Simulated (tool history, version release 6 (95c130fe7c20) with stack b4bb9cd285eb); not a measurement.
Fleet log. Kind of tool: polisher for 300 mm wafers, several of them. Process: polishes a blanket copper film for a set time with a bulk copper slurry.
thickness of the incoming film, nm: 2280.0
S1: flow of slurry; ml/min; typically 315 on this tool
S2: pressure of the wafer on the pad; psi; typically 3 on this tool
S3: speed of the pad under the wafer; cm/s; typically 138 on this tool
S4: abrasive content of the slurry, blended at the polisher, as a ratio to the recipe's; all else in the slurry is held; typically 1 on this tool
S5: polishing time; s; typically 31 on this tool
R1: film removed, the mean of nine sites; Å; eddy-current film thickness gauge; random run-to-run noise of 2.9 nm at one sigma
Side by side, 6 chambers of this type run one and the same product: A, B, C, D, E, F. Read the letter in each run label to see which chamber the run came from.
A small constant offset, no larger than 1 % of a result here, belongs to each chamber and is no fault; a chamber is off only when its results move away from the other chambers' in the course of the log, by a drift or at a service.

{"hour": 2.8, "done": "chamber E: slurry blender recalibrated"}
{"run": "1E", "hour": 3.6, "S1": 315, "S2": 3, "S3": 138, "S4": 1, "S5": 31, "R1": 3743}
{"hour": 4.5, "done": "chamber B: worn pad replaced by a new one"}
{"run": "2A", "hour": 7.1, "S1": 315, "S2": 3, "S3": 138, "S4": 1, "S5": 31, "R1": 3767.7}
{"hour": 7.7, "done": "chamber A: worn pad replaced by a new one"}
{"hour": 7.9, "done": "chamber F: worn pad replaced by a new one"}
{"run": "3D", "hour": 11.0, "S1": 315, "S2": 3, "S3": 138, "S4": 1, "S5": 31, "R1": 3692.6}
{"run": "4B", "hour": 13.1, "S1": 315, "S2": 3, "S3": 138, "S4": 1, "S5": 31, "R1": 3750.6}
{"run": "5C", "hour": 17.6, "S1": 370, "S2": 3, "S3": 160, "S4": 1, "S5": 31, "R1": 4344.8}
{"hour": 18.0, "done": "chamber D: slurry nozzle cleaned"}
{"run": "6F", "hour": 20.8, "S1": 370, "S2": 3, "S3": 160, "S4": 1, "S5": 31, "R1": 4362.6}
{"hour": 21.0, "done": "chamber F: slurry nozzle cleaned"}
{"run": "7C", "hour": 23.1, "S1": 370, "S2": 3, "S3": 160, "S4": 1, "S5": 31, "R1": 4380.8}
{"run": "8A", "hour": 27.2, "S1": 370, "S2": 3, "S3": 160, "S4": 1, "S5": 31, "R1": 4398}
{"run": "9B", "hour": 31.1, "S1": 370, "S2": 3, "S3": 160, "S4": 1, "S5": 31, "R1": 4372.9}
{"run": "10E", "hour": 34.7, "S1": 370, "S2": 3, "S3": 160, "S4": 1, "S5": 31, "R1": 4403.2}
{"run": "11D", "hour": 39.2, "S1": 315, "S2": 3, "S3": 114, "S4": 1, "S5": 31, "R1": 3109.3}
{"run": "12F", "hour": 42.4, "S1": 315, "S2": 3, "S3": 114, "S4": 1, "S5": 31, "R1": 3098.9}
{"run": "13D", "hour": 46.2, "S1": 315, "S2": 3, "S3": 114, "S4": 1, "S5": 31, "R1": 3031.3}
{"run": "14A", "hour": 49.8, "S1": 315, "S2": 3, "S3": 114, "S4": 1, "S5": 31, "R1": 3089.7}
{"run": "15B", "hour": 52.5, "S1": 315, "S2": 3, "S3": 114, "S4": 1, "S5": 31, "R1": 3056}
{"run": "16C", "hour": 55.4, "S1": 315, "S2": 3, "S3": 114, "S4": 1, "S5": 31, "R1": 3075.1}
{"run": "17E", "hour": 58.2, "S1": 315, "S2": 3, "S3": 138, "S4": 1, "S5": 31, "R1": 3752.4}
{"run": "18F", "hour": 61.4, "S1": 315, "S2": 3, "S3": 138, "S4": 1, "S5": 31, "R1": 3716.9}
{"hour": 62.7, "done": "chamber D: slurry blender recalibrated"}
{"hour": 63.6, "done": "chamber E: slurry nozzle cleaned"}
{"run": "19B", "hour": 65.3, "S1": 315, "S2": 3, "S3": 138, "S4": 1, "S5": 26, "R1": 3124.8}
{"run": "20C", "hour": 67.9, "S1": 315, "S2": 3, "S3": 138, "S4": 1, "S5": 26, "R1": 3118.4}
{"run": "21F", "hour": 70.1, "S1": 315, "S2": 3, "S3": 138, "S4": 1, "S5": 26, "R1": 3180.7}
{"hour": 71.0, "done": "chamber E: worn pad replaced by a new one"}
{"hour": 71.6, "done": "chamber C: worn pad replaced by a new one"}
{"run": "22E", "hour": 74.2, "S1": 315, "S2": 3, "S3": 138, "S4": 1, "S5": 26, "R1": 3161.9}
{"hour": 75.8, "done": "chamber B: worn pad replaced by a new one"}
{"run": "23D", "hour": 76.8, "S1": 315, "S2": 3, "S3": 138, "S4": 1, "S5": 26, "R1": 3060.9}
{"run": "24A", "hour": 80.7, "S1": 315, "S2": 3, "S3": 138, "S4": 1, "S5": 26, "R1": 3138.7}
{"run": "25D", "hour": 84.5, "S1": 315, "S2": 3, "S3": 138, "S4": 1, "S5": 31, "R1": 3608.4}
{"run": "26B", "hour": 86.8, "S1": 315, "S2": 3, "S3": 138, "S4": 1, "S5": 31, "R1": 3720.4}
{"run": "27C", "hour": 90.3, "S1": 315, "S2": 3, "S3": 138, "S4": 1, "S5": 31, "R1": 3707}
{"run": "28F", "hour": 92.8, "S1": 315, "S2": 3, "S3": 138, "S4": 1, "S5": 31, "R1": 3755.3}
{"hour": 95.1, "done": "chamber A: worn pad replaced by a new one"}
{"run": "29E", "hour": 97.1, "S1": 315, "S2": 3, "S3": 138, "S4": 1, "S5": 31, "R1": 3745.3}
{"hour": 97.6, "done": "chamber F: slurry blender recalibrated"}
{"hour": 101.3, "done": "chamber F: worn pad replaced by a new one"}
{"run": "30A", "hour": 101.7, "S1": 315, "S2": 3, "S3": 138, "S4": 1, "S5": 31, "R1": 3729}
{"run": "31F", "hour": 105.9, "S1": 265, "S2": 3.4, "S3": 138, "S4": 1, "S5": 31, "R1": 4241.6}
{"run": "32B", "hour": 110.1, "S1": 265, "S2": 3.4, "S3": 138, "S4": 1, "S5": 31, "R1": 4149.9}
{"run": "33C", "hour": 112.1, "S1": 265, "S2": 3.4, "S3": 138, "S4": 1, "S5": 31, "R1": 4181}
{"run": "34D", "hour": 115.9, "S1": 265, "S2": 3.4, "S3": 138, "S4": 1, "S5": 31, "R1": 3929.3}
{"run": "35E", "hour": 118.3, "S1": 265, "S2": 3.4, "S3": 138, "S4": 1, "S5": 31, "R1": 4153}
{"run": "36A", "hour": 122.8, "S1": 265, "S2": 3.4, "S3": 138, "S4": 1, "S5": 31, "R1": 4160.4}
{"run": "37C", "hour": 125.7, "S1": 315, "S2": 3, "S3": 138, "S4": 1, "S5": 31, "R1": 3759.3}
{"run": "38E", "hour": 128.7, "S1": 315, "S2": 3, "S3": 138, "S4": 1, "S5": 31, "R1": 3779.8}
{"run": "39A", "hour": 132.4, "S1": 315, "S2": 3, "S3": 138, "S4": 1, "S5": 31, "R1": 3750.4}
{"run": "40B", "hour": 135.9, "S1": 315, "S2": 3, "S3": 138, "S4": 1, "S5": 31, "R1": 3734.3}
{"run": "41D", "hour": 139.7, "S1": 315, "S2": 3, "S3": 138, "S4": 1, "S5": 31, "R1": 3359.2}
{"run": "42F", "hour": 143.3, "S1": 315, "S2": 3, "S3": 138, "S4": 1, "S5": 31, "R1": 3767.9}

Read the log: is a single chamber off, either drifting away or since a service, is the gauge that measures every chamber drifting, or is nothing wrong beyond small per-chamber offsets? Name any odd chamber and what most likely caused it.

Chamber D drifts away from the others.
Likeliest cause: removal rate lost through wear of the pad, % = 9.59.
With only this log, it may be confused with: head's pressure below its setpoint, %.

Which of the 4 candidates below, each the usual settings with something changed and its results left as question marks, puts chamber D back in line with what the other chambers give on the usual settings?
Allowed miss from the other chambers' usual-settings mean, per result, to count as in line: R1 100 Å
{"run": "43D-1", "hour": 146.6, "S1": 315, "S2": 3, "S3": 144, "S4": 1, "S5": 33, "R1": "?"}
{"run": "43D-2", "hour": 146.6, "S1": 315, "S2": 3.3, "S3": 152, "S4": 1, "S5": 31, "R1": "?"}
{"run": "43D-3", "hour": 146.6, "S1": 315, "S2": 3, "S3": 126, "S4": 1, "S5": 28, "R1": "?"}
{"run": "43D-4", "hour": 146.6, "S1": 310, "S2": 3, "S3": 124, "S4": 1, "S5": 31, "R1": "?"}

Other chambers, usual settings, mean: R1 3734.1 Å
run=43D-1 R1=3732.9
run=43D-2 R1=4073.4
run=43D-3 R1=2765.7
run=43D-4 R1=3008.4
With 43D-1, the chamber falls back in line with the rest.

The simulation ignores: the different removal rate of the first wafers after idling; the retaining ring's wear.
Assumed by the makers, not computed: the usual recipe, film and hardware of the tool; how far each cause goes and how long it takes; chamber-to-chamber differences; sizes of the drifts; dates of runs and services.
